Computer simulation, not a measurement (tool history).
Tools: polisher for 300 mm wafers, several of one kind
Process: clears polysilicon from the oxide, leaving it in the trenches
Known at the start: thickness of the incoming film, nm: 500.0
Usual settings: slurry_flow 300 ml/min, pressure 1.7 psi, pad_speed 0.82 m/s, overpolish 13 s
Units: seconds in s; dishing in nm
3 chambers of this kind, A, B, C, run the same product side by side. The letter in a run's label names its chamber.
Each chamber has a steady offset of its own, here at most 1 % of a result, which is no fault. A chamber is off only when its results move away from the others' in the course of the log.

Run 1B, hour 10.6: usual settings. Result: seconds 85.051 s, dishing 34.236 nm.
Run 2A, hour 21.3: usual settings. Result: seconds 86.444 s, dishing 33.948 nm.
Run 3C, hour 29.2: usual settings. Result: seconds 85.204 s, dishing 35.289 nm.
At hour 32.2: chamber B: worn pad replaced by a new one.
Run 4A, hour 38.2: usual settings. Result: seconds 87.149 s, dishing 34.185 nm.
Run 5B, hour 48.8: usual settings. Result: seconds 85.771 s, dishing 34.989 nm.
At hour 53.8: chamber C: worn pad replaced by a new one.
Run 6C, hour 54.6: usual settings but pad_speed 0.70 m/s. Result: seconds 99.784 s, dishing 32.268 nm.
Run 7B, hour 59.8: usual settings but pad_speed 0.70 m/s. Result: seconds 97.591 s, dishing 31.274 nm.
Run 8A, hour 69.3: usual settings but pad_speed 0.70 m/s. Result: seconds 102.470 s, dishing 32.090 nm.
At hour 73.1: chamber A: worn pad replaced by a new one.
Run 9C, hour 74.7: usual settings but slurry_flow 250 ml/min. Result: seconds 87.122 s, dishing 34.834 nm.
Run 10C, hour 84.2: usual settings but slurry_flow 250 ml/min. Result: seconds 87.761 s, dishing 34.573 nm.
At hour 91.2: chamber B: worn pad replaced by a new one.
Run 11B, hour 94.9: usual settings but slurry_flow 250 ml/min. Result: seconds 87.729 s, dishing 34.045 nm.
Run 12A, hour 101.6: usual settings. Result: seconds 87.692 s, dishing 35.168 nm.
Run 13C, hour 109.5: usual settings. Result: seconds 84.725 s, dishing 34.571 nm.
Run 14B, hour 114.7: usual settings. Result: seconds 84.788 s, dishing 33.869 nm.
Run 15A, hour 121.1: usual settings but slurry_flow 365 ml/min, overpolish 7 s. Result: seconds 84.479 s, dishing 25.623 nm.
Run 16C, hour 131.5: usual settings but slurry_flow 365 ml/min, overpolish 7 s. Result: seconds 83.642 s, dishing 25.289 nm.
At hour 140.2: chamber B: worn pad replaced by a new one.
Run 17A, hour 140.9: usual settings but slurry_flow 365 ml/min, overpolish 7 s. Result: seconds 85.989 s, dishing 26.416 nm.
Run 18B, hour 147.8: usual settings. Result: seconds 85.368 s, dishing 33.882 nm.
At hour 149.1: chamber C: head pressure recalibrated.
At hour 149.2: chamber A: slurry nozzle cleaned.
Run 19A, hour 154.8: usual settings. Result: seconds 85.900 s, dishing 34.661 nm.
Run 20B, hour 161.7: usual settings. Result: seconds 85.694 s, dishing 34.240 nm.
At hour 162.4: chamber C: worn pad replaced by a new one.
Run 21C, hour 170.0: usual settings. Result: seconds 86.040 s, dishing 35.140 nm.
At hour 177.4: chamber A: worn pad replaced by a new one.
Run 22A, hour 181.1: usual settings. Result: seconds 87.525 s, dishing 34.359 nm.
At hour 186.6: chamber B: worn pad replaced by a new one.
Run 23C, hour 188.6: usual settings but slurry_flow 225 ml/min, pad_speed 0.58 m/s. Result: seconds 124.970 s, dishing 28.806 nm.
Run 24B, hour 195.5: usual settings but slurry_flow 225 ml/min, pad_speed 0.58 m/s. Result: seconds 121.960 s, dishing 28.512 nm.
Run 25A, hour 201.5: usual settings but slurry_flow 225 ml/min, pad_speed 0.58 m/s. Result: seconds 126.110 s, dishing 29.518 nm.
At hour 208.4: chamber A: head pressure recalibrated.
Run 26C, hour 209.1: usual settings. Result: seconds 84.837 s, dishing 35.429 nm.
Run 27B, hour 215.6: usual settings. Result: seconds 84.878 s, dishing 35.348 nm.
Run 28A, hour 222.5: usual settings. Result: seconds 87.653 s, dishing 34.777 nm.
Run 29C, hour 232.6: usual settings but pressure 1.9 psi, pad_speed 0.56 m/s. Result: seconds 112.910 s, dishing 31.108 nm.
Run 30B, hour 237.9: usual settings but pressure 1.9 psi, pad_speed 0.56 m/s. Result: seconds 112.180 s, dishing 30.182 nm.
Run 31A, hour 243.9: usual settings but pressure 1.9 psi, pad_speed 0.56 m/s. Result: seconds 114.030 s, dishing 30.158 nm.
At hour 245.4: chamber B: worn pad replaced by a new one.
Run 32C, hour 250.8: usual settings. Result: seconds 85.487 s, dishing 35.090 nm.
Run 33B, hour 256.4: usual settings. Result: seconds 86.354 s, dishing 34.267 nm.

Next, every chamber runs the same settings. What will each give?
Run 34A, hour 264.5: usual settings but overpolish 7 s. Result: seconds ?, dishing ?.
Run 34B, hour 264.5: usual settings but overpolish 7 s. Result: seconds ?, dishing ?.
Run 34C, hour 264.5: usual settings but overpolish 7 s. Result: seconds ?, dishing ?.

run  seconds  dishing
34A   86.239   25.638
34B   84.388   25.284
34C   85.128   26.399
